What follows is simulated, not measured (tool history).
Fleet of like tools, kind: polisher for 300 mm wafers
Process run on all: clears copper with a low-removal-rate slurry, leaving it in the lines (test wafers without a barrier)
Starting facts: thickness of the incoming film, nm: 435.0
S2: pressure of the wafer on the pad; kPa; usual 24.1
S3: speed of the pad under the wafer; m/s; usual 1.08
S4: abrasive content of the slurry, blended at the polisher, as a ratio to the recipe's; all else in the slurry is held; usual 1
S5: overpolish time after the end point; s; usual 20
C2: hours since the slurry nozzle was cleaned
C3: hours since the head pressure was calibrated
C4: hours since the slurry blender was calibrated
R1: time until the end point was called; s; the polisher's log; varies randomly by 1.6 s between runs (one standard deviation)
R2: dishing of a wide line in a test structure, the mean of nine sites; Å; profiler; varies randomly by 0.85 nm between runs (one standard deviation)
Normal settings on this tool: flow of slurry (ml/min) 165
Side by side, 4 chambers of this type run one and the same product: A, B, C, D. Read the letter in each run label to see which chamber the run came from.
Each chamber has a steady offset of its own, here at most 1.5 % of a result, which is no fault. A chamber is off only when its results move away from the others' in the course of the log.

{"day": 0.125, "done": "chamber D: slurry blender recalibrated"}
{"run": "1B", "day": 0.158, "flow of slurry (ml/min)": 165, "S2": 24.1, "S3": 1.08, "S4": 1, "S5": 20, "wafers polished on this pad": 431, "C2": 345.2, "C3": 146.5, "C4": 98.9, "R1": 126.38, "R2": 373.07}
{"run": "2C", "day": 0.3, "flow of slurry (ml/min)": 165, "S2": 24.1, "S3": 1.08, "S4": 1, "S5": 20, "wafers polished on this pad": 425, "C2": 76.3, "C3": 432.8, "C4": 245.6, "R1": 126.23, "R2": 386.02}
{"day": 0.342, "done": "chamber D: worn pad replaced by a new one"}
{"run": "3D", "day": 0.558, "flow of slurry (ml/min)": 165, "S2": 24.1, "S3": 1.08, "S4": 1, "S5": 20, "wafers polished on this pad": 52, "C2": 237.8, "C3": 722.5, "C4": 10.4, "R1": 125.79, "R2": 392.72}
{"run": "4A", "day": 0.704, "flow of slurry (ml/min)": 165, "S2": 24.1, "S3": 1.08, "S4": 1, "S5": 20, "wafers polished on this pad": 183, "C2": 256, "C3": 520.3, "C4": 59.9, "R1": 122.71, "R2": 403.21}
{"run": "5B", "day": 0.954, "flow of slurry (ml/min)": 125, "S2": 24.1, "S3": 1.08, "S4": 1, "S5": 9, "wafers polished on this pad": 623, "C2": 364.3, "C3": 165.6, "C4": 118, "R1": 129.69, "R2": 204.46}
{"run": "6A", "day": 1.092, "flow of slurry (ml/min)": 125, "S2": 24.1, "S3": 1.08, "S4": 1, "S5": 9, "wafers polished on this pad": 277, "C2": 265.3, "C3": 529.6, "C4": 69.2, "R1": 130.82, "R2": 202.43}
{"run": "7C", "day": 1.279, "flow of slurry (ml/min)": 125, "S2": 24.1, "S3": 1.08, "S4": 1, "S5": 9, "wafers polished on this pad": 662, "C2": 99.8, "C3": 456.3, "C4": 269.1, "R1": 131.47, "R2": 210.61}
{"run": "8D", "day": 1.425, "flow of slurry (ml/min)": 125, "S2": 24.1, "S3": 1.08, "S4": 1, "S5": 9, "wafers polished on this pad": 262, "C2": 258.6, "C3": 743.3, "C4": 31.2, "R1": 129.98, "R2": 202.83}
{"run": "9D", "day": 1.562, "flow of slurry (ml/min)": 165, "S2": 24.1, "S3": 1.08, "S4": 1, "S5": 20, "wafers polished on this pad": 295, "C2": 261.9, "C3": 746.6, "C4": 34.5, "R1": 123.91, "R2": 388.21}
{"run": "10C", "day": 1.688, "flow of slurry (ml/min)": 165, "S2": 24.1, "S3": 1.08, "S4": 1.2, "S5": 20, "wafers polished on this pad": 761, "C2": 109.6, "C3": 466.1, "C4": 278.9, "R1": 120.78, "R2": 398.26}
{"run": "11A", "day": 1.921, "flow of slurry (ml/min)": 165, "S2": 24.1, "S3": 1.08, "S4": 1.2, "S5": 20, "wafers polished on this pad": 477, "C2": 285.2, "C3": 549.5, "C4": 89.1, "R1": 118.89, "R2": 401.01}
{"run": "12B", "day": 2.129, "flow of slurry (ml/min)": 165, "S2": 24.1, "S3": 1.08, "S4": 1.2, "S5": 20, "wafers polished on this pad": 908, "C2": 392.5, "C3": 193.8, "C4": 146.2, "R1": 117.75, "R2": 400.45}
{"run": "13A", "day": 2.288, "flow of slurry (ml/min)": 165, "S2": 24.1, "S3": 1.08, "S4": 1.2, "S5": 20, "wafers polished on this pad": 566, "C2": 294, "C3": 558.3, "C4": 97.9, "R1": 117.66, "R2": 389.96}
{"run": "14C", "day": 2.442, "flow of slurry (ml/min)": 165, "S2": 24.1, "S3": 1.08, "S4": 1, "S5": 20, "wafers polished on this pad": 944, "C2": 127.7, "C3": 484.2, "C4": 297, "R1": 125.6, "R2": 398.69}
{"run": "15D", "day": 2.6, "flow of slurry (ml/min)": 165, "S2": 24.1, "S3": 1.08, "S4": 1, "S5": 20, "wafers polished on this pad": 546, "C2": 286.8, "C3": 771.5, "C4": 59.4, "R1": 127.41, "R2": 382.15}
{"day": 2.808, "done": "chamber B: worn pad replaced by a new one"}
{"run": "16B", "day": 2.867, "flow of slurry (ml/min)": 165, "S2": 24.1, "S3": 1.08, "S4": 1, "S5": 20, "wafers polished on this pad": 14, "C2": 410.2, "C3": 211.5, "C4": 163.9, "R1": 121.95, "R2": 407.24}
{"run": "17A", "day": 3.092, "flow of slurry (ml/min)": 165, "S2": 24.1, "S3": 1.08, "S4": 1, "S5": 20, "wafers polished on this pad": 761, "C2": 313.3, "C3": 577.6, "C4": 117.2, "R1": 127.97, "R2": 379.42}
{"day": 3.258, "done": "chamber C: worn pad replaced by a new one"}
{"run": "18B", "day": 3.258, "flow of slurry (ml/min)": 165, "S2": 24.1, "S3": 1.08, "S4": 1, "S5": 20, "wafers polished on this pad": 109, "C2": 419.6, "C3": 220.9, "C4": 173.3, "R1": 117.1, "R2": 403.71}
{"run": "19C", "day": 3.408, "flow of slurry (ml/min)": 165, "S2": 24.1, "S3": 1.08, "S4": 1, "S5": 20, "wafers polished on this pad": 36, "C2": 150.9, "C3": 507.4, "C4": 320.2, "R1": 129.23, "R2": 386.61}
{"day": 3.55, "done": "chamber C: head pressure recalibrated"}
{"run": "20D", "day": 3.558, "flow of slurry (ml/min)": 165, "S2": 24.1, "S3": 1.08, "S4": 1, "S5": 20, "wafers polished on this pad": 778, "C2": 309.8, "C3": 794.5, "C4": 82.4, "R1": 125.33, "R2": 399.64}
{"day": 3.596, "done": "chamber A: slurry nozzle cleaned"}
{"run": "21A", "day": 3.696, "flow of slurry (ml/min)": 165, "S2": 24.1, "S3": 1.08, "S4": 1, "S5": 20, "wafers polished on this pad": 907, "C2": 2.4, "C3": 592.1, "C4": 131.7, "R1": 123.17, "R2": 398.26}
{"run": "22D", "day": 3.912, "flow of slurry (ml/min)": 165, "S2": 24.1, "S3": 1.08, "S4": 1, "S5": 20, "wafers polished on this pad": 864, "C2": 318.3, "C3": 803, "C4": 90.9, "R1": 123.89, "R2": 391.13}
{"run": "23B", "day": 4.046, "flow of slurry (ml/min)": 165, "S2": 24.1, "S3": 1.08, "S4": 1, "S5": 20, "wafers polished on this pad": 299, "C2": 438.5, "C3": 239.8, "C4": 192.2, "R1": 117.05, "R2": 391.49}
{"day": 4.062, "done": "chamber A: slurry blender recalibrated"}
{"run": "24C", "day": 4.288, "flow of slurry (ml/min)": 165, "S2": 24.1, "S3": 1.08, "S4": 1, "S5": 20, "wafers polished on this pad": 249, "C2": 172, "C3": 17.7, "C4": 341.3, "R1": 122.1, "R2": 388.24}
{"run": "25C", "day": 4.467, "flow of slurry (ml/min)": 165, "S2": 24.1, "S3": 1.08, "S4": 1, "S5": 20, "wafers polished on this pad": 293, "C2": 176.3, "C3": 22, "C4": 345.6, "R1": 129.13, "R2": 409.06}
{"day": 4.508, "done": "chamber B: slurry blender recalibrated"}
{"run": "26B", "day": 4.729, "flow of slurry (ml/min)": 165, "S2": 24.1, "S3": 1.08, "S4": 1, "S5": 20, "wafers polished on this pad": 465, "C2": 454.9, "C3": 256.2, "C4": 5.4, "R1": 113.35, "R2": 403.29}
{"run": "27D", "day": 4.896, "flow of slurry (ml/min)": 135, "S2": 24.1, "S3": 1.08, "S4": 1, "S5": 20, "wafers polished on this pad": 1102, "C2": 341.9, "C3": 826.6, "C4": 114.5, "R1": 129.47, "R2": 365.01}
{"day": 4.983, "done": "chamber D: head pressure recalibrated"}
{"run": "28A", "day": 5.129, "flow of slurry (ml/min)": 135, "S2": 24.1, "S3": 1.08, "S4": 1, "S5": 20, "wafers polished on this pad": 1254, "C2": 36.8, "C3": 626.5, "C4": 25.7, "R1": 132.1, "R2": 373.73}
{"day": 5.188, "done": "chamber D: worn pad replaced by a new one"}
{"run": "29C", "day": 5.279, "flow of slurry (ml/min)": 135, "S2": 24.1, "S3": 1.08, "S4": 1, "S5": 20, "wafers polished on this pad": 489, "C2": 195.8, "C3": 41.5, "C4": 365.1, "R1": 132.05, "R2": 368.98}
{"run": "30B", "day": 5.554, "flow of slurry (ml/min)": 135, "S2": 24.1, "S3": 1.08, "S4": 1, "S5": 20, "wafers polished on this pad": 665, "C2": 474.7, "C3": 276, "C4": 25.2, "R1": 114.7, "R2": 423.76}
{"run": "31D", "day": 5.696, "flow of slurry (ml/min)": 165, "S2": 24.1, "S3": 1.08, "S4": 1, "S5": 20, "wafers polished on this pad": 123, "C2": 361.1, "C3": 17.1, "C4": 133.7, "R1": 120.71, "R2": 393.29}
{"run": "32A", "day": 5.946, "flow of slurry (ml/min)": 165, "S2": 24.1, "S3": 1.08, "S4": 1, "S5": 20, "wafers polished on this pad": 1452, "C2": 56.4, "C3": 646.1, "C4": 45.3, "R1": 125.63, "R2": 388.63}

Has any chamber moved away from the others, gradually or after a service, or does the common gauge drift, or do the chambers differ only by their own small steady offsets? State the chamber and the most likely cause if one applies.

One chamber, B, drifts off from the rest bit by bit.
What lies behind it: head's pressure above its setpoint, % = 12.3.

Here are 4 candidates for chamber B's next run, each the usual settings with a change, their results left as question marks. Which one brings its results back in line with what the others give on the usual settings?
In-line tolerance around the mean of the other chambers on the usual settings: R1 5.8 s; R2 30 Å
{"run": "33B-1", "day": 6.146, "flow of slurry (ml/min)": 165, "S2": 22.8, "S3": 1.02, "S4": 1, "S5": 20, "R1": "?", "R2": "?"}
{"run": "33B-2", "day": 6.146, "flow of slurry (ml/min)": 165, "S2": 23.4, "S3": 1.06, "S4": 1, "S5": 20, "R1": "?", "R2": "?"}
{"run": "33B-3", "day": 6.146, "flow of slurry (ml/min)": 165, "S2": 25.5, "S3": 1.14, "S4": 1, "S5": 20, "R1": "?", "R2": "?"}
{"run": "33B-4", "day": 6.146, "flow of slurry (ml/min)": 165, "S2": 24.8, "S3": 1.1, "S4": 1, "S5": 20, "R1": "?", "R2": "?"}

Average result of the remaining chambers running the usual settings: R1 125.08 s; R2 388.34 Å
run=33B-1 R1=125.13 R2=383.08
run=33B-2 R1=116.78 R2=401.17
run=33B-3 R1=99.658 R2=444.04
run=33B-4 R1=106.21 R2=426.79
33B-1 brings the chamber back in line.

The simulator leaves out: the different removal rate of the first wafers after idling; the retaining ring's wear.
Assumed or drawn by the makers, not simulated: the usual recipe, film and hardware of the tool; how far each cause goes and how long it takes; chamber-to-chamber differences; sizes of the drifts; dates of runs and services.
